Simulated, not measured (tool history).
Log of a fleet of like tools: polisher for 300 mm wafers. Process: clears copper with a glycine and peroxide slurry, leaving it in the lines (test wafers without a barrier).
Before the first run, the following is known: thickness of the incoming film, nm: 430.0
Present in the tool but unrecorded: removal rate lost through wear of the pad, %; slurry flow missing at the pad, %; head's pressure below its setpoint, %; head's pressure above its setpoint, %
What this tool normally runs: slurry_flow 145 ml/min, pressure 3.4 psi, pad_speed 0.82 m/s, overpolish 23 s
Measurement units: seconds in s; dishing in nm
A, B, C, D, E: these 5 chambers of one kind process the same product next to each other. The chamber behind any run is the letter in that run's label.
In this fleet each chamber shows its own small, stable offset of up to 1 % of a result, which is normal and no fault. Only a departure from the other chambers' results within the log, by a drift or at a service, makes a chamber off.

run   hour  slurry_flow  pressure  pad_speed  overpolish  wafers polished on this pad  hours since the slurry nozzle was cleaned  hours since the head pressure was calibrated  seconds  dishing
 1A    7.8          145       3.4       0.82          23                          453                                        285                                           358   77.703   72.762
      12.8  -- chamber B: worn pad replaced by a new one
 2B   13.1          145       3.4       0.82          23                            1                                      171.2                                         387.6   78.434   72.005
 3C   23.3          145       3.4       0.82          23                          958                                        214                                         903.2   76.699   73.792
      23.4  -- chamber E: worn pad replaced by a new one
      23.8  -- chamber C: worn pad replaced by a new one
 4E   29.6          145       3.4       0.82          23                           36                                      242.2                                         535.3   77.582   72.795
 5D   39.5          145       3.4       0.82          23                          419                                      164.8                                         282.9    76.37   72.362
 6B   48.7          145       3.4       0.82          13                          213                                      206.8                                         423.2   77.714    47.48
        52  -- chamber E: head pressure recalibrated
 7E   55.6          145       3.4       0.82          13                          191                                      268.2                                           3.7   77.942   46.514
      62.8  -- chamber D: worn pad replaced by a new one
 8C   66.4          145       3.4       0.82          13                          253                                      257.1                                         946.3   75.785   48.167
 9A   72.7          145       3.4       0.82          13                          839                                      349.9                                         422.9   78.152   46.765
10D   81.7          145       3.4       0.82          13                          112                                        207                                         325.1   77.618   47.646
11E   91.5          145       3.4       0.82          23                          404                                      304.1                                          39.6   78.268   73.146
12C   98.1          145       2.9       0.82          35                          441                                      288.8                                           978   87.713   86.959
13A    103          145       2.9       0.82          35                         1019                                      380.2                                         453.2   88.951   86.652
14B  108.5          145       2.9       0.82          35                          568                                      266.6                                           483   87.036   84.795
15D  113.7          145       2.9       0.82          35                          302                                        239                                         357.1   91.993   84.393
     116.5  -- chamber A: worn pad replaced by a new one
16B  119.5          145       2.9       0.82          35                          634                                      277.6                                           494   89.269    86.74
17E  128.6          145       3.4       0.82          23                          625                                      341.2                                          76.7   81.219   71.514
18D  137.7          145       3.4       0.82          11                          445                                        263                                         381.1   79.314   40.302
     139.4  -- chamber B: worn pad replaced by a new one
19A  143.7          145       3.4       0.82          11                          161                                      420.9                                         493.9   77.414   41.411
     152.4  -- chamber E: worn pad replaced by a new one
20C  152.6          145       3.4       0.82          11                          765                                      343.3                                        1032.5   77.295   40.717
     154.3  -- chamber D: worn pad replaced by a new one
21B  160.2          145       3.4       0.82          11                          123                                      318.3                                         534.7   77.702   41.062
     162.5  -- chamber C: worn pad replaced by a new one
22C  170.4          145       3.4       0.82          11                           47                                      361.1                                        1050.3    78.17   40.454
23E  178.3          145       3.4       0.82          23                          154                                      390.9                                         126.4   79.389   74.403
24A  185.4          145       3.4       0.82          23                          409                                      462.6                                         535.6   78.588   72.633
25D    196          145       3.4       0.82          23                          247                                      321.3                                         439.4   81.521   69.413
     198.2  -- chamber C: slurry nozzle cleaned
26A    206          145       2.5       0.82          23                          531                                      483.2                                         556.2   101.88   59.081
27B  216.3          145       2.5       0.82          23                          457                                      374.4                                         590.8    100.9       60
28C  223.7          145       2.5       0.82          23                          363                                       25.6                                        1103.6   100.99   59.104
29E  233.4          145       2.5       0.82          23                          481                                        446                                         181.5   96.777   58.797
30D  238.6          145       2.5       0.82          23                          500                                      363.9                                           482   107.92   55.852
     240.9  -- chamber B: worn pad replaced by a new one
     241.3  -- chamber D: worn pad replaced by a new one
31A  243.9          105       3.4       0.82          23                          757                                      521.1                                         594.1   82.283   69.114
32E  252.2          105       3.4       0.82          23                          593                                      464.8                                         200.3   84.743   69.617
     259.4  -- chamber B: head pressure recalibrated
33B  263.1          105       3.4       0.82          23                          132                                      421.2                                           3.8   81.028   69.935
34D  270.3          105       3.4       0.82          23                          172                                      395.6                                         513.7   92.647   63.613
35C    277          105       3.4       0.82          23                          680                                       78.9                                        1156.9   83.752   69.482
36E  282.4          145       3.4       0.82          23                          772                                        495                                         230.5   79.056    72.01
     288.4  -- chamber A: slurry nozzle cleaned
37B  292.8          145       3.4       0.82          23                          308                                      450.9                                          33.5   78.316   72.094
38A    300          145       3.4       0.82          23                         1090                                       11.7                                         650.2   77.132   73.019

Read the log: is a single chamber off, either drifting away or since a service, is the gauge that measures every chamber drifting, or is nothing wrong beyond small per-chamber offsets? Name any odd chamber and what most likely caused it.

Little by little, chamber D moves away from the other chambers.
Cause: slurry flow missing at the pad, % = 40.4.
The log may not separate it from: head's pressure below its setpoint, %.

Which of the 4 candidates below, each the usual settings with something changed and its results left as question marks, puts chamber D back in line with what the other chambers give on the usual settings?
To be in line, a result may differ from the other chambers' mean on the usual settings by at most: seconds 3.7 s; dishing 2.7 nm
39D-1  307.8          150       3.6       0.86          23                                                                                                                              ?        ?
39D-2  307.8          145       3.4        0.8          23                                                                                                                              ?        ?
39D-3  307.8          145       3.4       0.84          23                                                                                                                              ?        ?
39D-4  307.8          140       3.2       0.78          23                                                                                                                              ?        ?

What the other chambers average on the usual settings: seconds 77.761 s; dishing 72.686 nm
  run  seconds  dishing
39D-1   78.551   72.013
39D-2    88.37   66.098
39D-3   84.841   67.944
39D-4    95.77   62.092
39D-1 puts the chamber back in line with the other chambers.

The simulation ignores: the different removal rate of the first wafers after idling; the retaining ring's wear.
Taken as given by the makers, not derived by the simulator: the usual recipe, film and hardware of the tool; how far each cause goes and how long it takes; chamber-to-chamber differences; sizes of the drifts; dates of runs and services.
